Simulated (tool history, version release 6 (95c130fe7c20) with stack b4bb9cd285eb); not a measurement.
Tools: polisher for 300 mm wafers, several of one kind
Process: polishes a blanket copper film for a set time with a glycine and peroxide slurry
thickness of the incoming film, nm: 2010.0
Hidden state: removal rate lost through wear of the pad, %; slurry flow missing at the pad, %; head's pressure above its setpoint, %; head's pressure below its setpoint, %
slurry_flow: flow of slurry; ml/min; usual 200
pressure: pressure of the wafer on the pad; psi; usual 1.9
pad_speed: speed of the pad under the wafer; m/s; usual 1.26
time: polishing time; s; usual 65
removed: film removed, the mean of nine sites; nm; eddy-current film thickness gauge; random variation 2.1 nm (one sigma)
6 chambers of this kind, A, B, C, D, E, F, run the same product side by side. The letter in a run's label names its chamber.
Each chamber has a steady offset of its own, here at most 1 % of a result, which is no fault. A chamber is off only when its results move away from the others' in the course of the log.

| run | hour | slurry_flow | pressure | pad_speed | time | wafers polished on this pad | hours since the slurry nozzle was cleaned | hours since the head pressure was calibrated | removed |
|---|---|---|---|---|---|---|---|---|---|
| 1B | 6.6 | 200 | 1.9 | 1.26 | 65 | 498 | 593.6 | 122.3 | 291.66 |
| 2C | 13.4 | 200 | 1.9 | 1.26 | 65 | 993 | 140.6 | 842.5 | 289.21 |
|  | 20.2 | chamber D: worn pad replaced by a new one |
| 3A | 20.7 | 200 | 1.9 | 1.26 | 65 | 347 | 65.1 | 37 | 287.97 |
|  | 23.7 | chamber E: worn pad replaced by a new one |
| 4F | 27 | 200 | 1.9 | 1.26 | 65 | 440 | 77.7 | 479.2 | 289.38 |
| 5D | 33.6 | 200 | 1.9 | 1.26 | 65 | 191 | 244.7 | 362.1 | 287.56 |
| 6E | 38.4 | 200 | 1.9 | 1.26 | 65 | 210 | 308.2 | 999.8 | 295.1 |
|  | 41.7 | chamber C: worn pad replaced by a new one |
| 7B | 45.4 | 200 | 1.9 | 1.26 | 65 | 1052 | 632.4 | 161.1 | 290.82 |
|  | 50.8 | chamber B: worn pad replaced by a new one |
| 8C | 51.6 | 200 | 1.9 | 1.26 | 65 | 142 | 178.8 | 880.7 | 288.32 |
| 9F | 56.3 | 200 | 1.9 | 1.26 | 65 | 858 | 107 | 508.5 | 291.81 |
|  | 59.4 | chamber C: head pressure recalibrated |
|  | 60.6 | chamber F: worn pad replaced by a new one |
| 10A | 63.7 | 200 | 1.9 | 1.26 | 65 | 961 | 108.1 | 80 | 285.21 |
| 11D | 68.1 | 200 | 1.9 | 1.26 | 65 | 684 | 279.2 | 396.6 | 287.47 |
| 12E | 73.5 | 200 | 1.9 | 1.26 | 65 | 711 | 343.3 | 1034.9 | 293.13 |
| 13A | 77.7 | 200 | 1.9 | 1.26 | 73 | 1161 | 122.1 | 94 | 329.43 |
|  | 81.9 | chamber F: head pressure recalibrated |
| 14D | 83.7 | 200 | 1.9 | 1.26 | 73 | 907 | 294.8 | 412.2 | 324.4 |
|  | 84.6 | chamber E: worn pad replaced by a new one |
| 15C | 89.4 | 200 | 1.9 | 1.26 | 73 | 682 | 216.6 | 30 | 324.42 |
| 16F | 95.1 | 200 | 1.9 | 1.26 | 73 | 493 | 145.8 | 13.3 | 327.71 |
|  | 98.5 | chamber E: head pressure recalibrated |
| 17E | 102.6 | 200 | 1.9 | 1.26 | 73 | 257 | 372.4 | 4.1 | 305.58 |
| 18B | 106.9 | 200 | 1.9 | 1.26 | 73 | 801 | 693.9 | 222.6 | 322.79 |
|  | 107.3 | chamber A: worn pad replaced by a new one |
| 19B | 111.9 | 200 | 1.9 | 1.26 | 65 | 872 | 698.9 | 227.6 | 289.76 |
|  | 112.7 | chamber D: worn pad replaced by a new one |
|  | 116.5 | chamber C: worn pad replaced by a new one |
| 20A | 119.8 | 200 | 1.9 | 1.26 | 65 | 179 | 164.2 | 136.1 | 287.77 |
|  | 123 | chamber B: worn pad replaced by a new one |
|  | 123.5 | chamber F: worn pad replaced by a new one |
| 21D | 124.8 | 200 | 1.9 | 1.26 | 65 | 173 | 335.9 | 453.3 | 292.41 |
| 22E | 131.9 | 200 | 1.9 | 1.26 | 65 | 676 | 401.7 | 33.4 | 276.24 |
|  | 134.2 | chamber E: worn pad replaced by a new one |
| 23F | 137.1 | 200 | 1.9 | 1.26 | 65 | 195 | 187.8 | 55.3 | 293.44 |
| 24C | 144 | 200 | 1.9 | 1.26 | 65 | 393 | 271.2 | 84.6 | 288.97 |
| 25A | 150.1 | 200 | 1.9 | 1.26 | 65 | 612 | 194.5 | 166.4 | 292.68 |
| 26B | 155.3 | 200 | 1.9 | 1.26 | 65 | 461 | 742.3 | 271 | 289.78 |
| 27D | 162.9 | 200 | 1.9 | 1.26 | 65 | 717 | 374 | 491.4 | 290.63 |
| 28E | 170.6 | 200 | 1.9 | 1.26 | 65 | 521 | 440.4 | 72.1 | 274.77 |
| 29F | 178.5 | 200 | 1.9 | 1.26 | 65 | 786 | 229.2 | 96.7 | 287.16 |
|  | 184.7 | chamber E: worn pad replaced by a new one |
| 30C | 184.9 | 200 | 1.9 | 1.26 | 65 | 977 | 312.1 | 125.5 | 289.42 |
|  | 187.9 | chamber F: worn pad replaced by a new one |
|  | 187.9 | chamber B: worn pad replaced by a new one |
| 31D | 192.5 | 200 | 1.9 | 1.26 | 65 | 1140 | 403.6 | 521 | 286.18 |
|  | 195.7 | chamber C: worn pad replaced by a new one |
| 32F | 197.6 | 200 | 1.9 | 1.26 | 65 | 139 | 248.3 | 115.8 | 287.38 |
|  | 203.3 | chamber D: worn pad replaced by a new one |
| 33A | 206.4 | 170 | 1.9 | 1.26 | 54 | 1416 | 250.8 | 222.7 | 234.59 |
| 34B | 213.5 | 170 | 1.9 | 1.26 | 54 | 366 | 800.5 | 329.2 | 238.1 |
|  | 218.4 | chamber A: worn pad replaced by a new one |
| 35E | 219.6 | 170 | 1.9 | 1.26 | 54 | 499 | 489.4 | 121.1 | 224.96 |
| 36C | 223.6 | 170 | 1.9 | 1.26 | 54 | 399 | 350.8 | 164.2 | 234.11 |
| 37E | 230.1 | 170 | 1.9 | 1.26 | 54 | 648 | 499.9 | 131.6 | 227.69 |
| 38F | 234.8 | 170 | 1.9 | 1.26 | 54 | 671 | 285.5 | 153 | 236 |
| 39D | 239.6 | 200 | 1.9 | 1.26 | 65 | 518 | 450.7 | 568.1 | 292.05 |
| 40B | 246.3 | 200 | 1.9 | 1.5 | 65 | 834 | 833.3 | 362 | 336.36 |
| 41A | 252.8 | 200 | 1.9 | 1.5 | 65 | 491 | 297.2 | 269.1 | 332.82 |
| 42C | 257.5 | 200 | 1.9 | 1.5 | 65 | 883 | 384.7 | 198.1 | 335.85 |
| 43C | 261.7 | 200 | 1.9 | 1.5 | 65 | 943 | 388.9 | 202.3 | 333.38 |

Is one chamber off against the others, does the gauge drift, or is nothing wrong? If a chamber is off, say which, and what the likeliest cause is.

A service left chamber E off against the others.
Cause: head's pressure below its setpoint, % = 7.03.

Here are 4 candidates for chamber E's next run, each the usual settings with a change, their results left as question marks. Which one brings its results back in line with what the others give on the usual settings?
In line means no further than this from the other chambers' mean on the usual settings: removed 7.3 nm
| 44E-1 | 268.3 | 200 | 1.9 | 1.26 | 62 |  |  |  | ? |
| 44E-2 | 268.3 | 200 | 2 | 1.3 | 67 |  |  |  | ? |
| 44E-3 | 268.3 | 200 | 1.8 | 1.18 | 65 |  |  |  | ? |
| 44E-4 | 268.3 | 200 | 1.9 | 1.26 | 68 |  |  |  | ? |

The other chambers' mean on the usual settings: removed 290.11 nm
| run | removed |
|---|---|
| 44E-1 | 263.16 |
| 44E-2 | 303.93 |
| 44E-3 | 251.03 |
| 44E-4 | 288.63 |
44E-4 brings the chamber back in line.
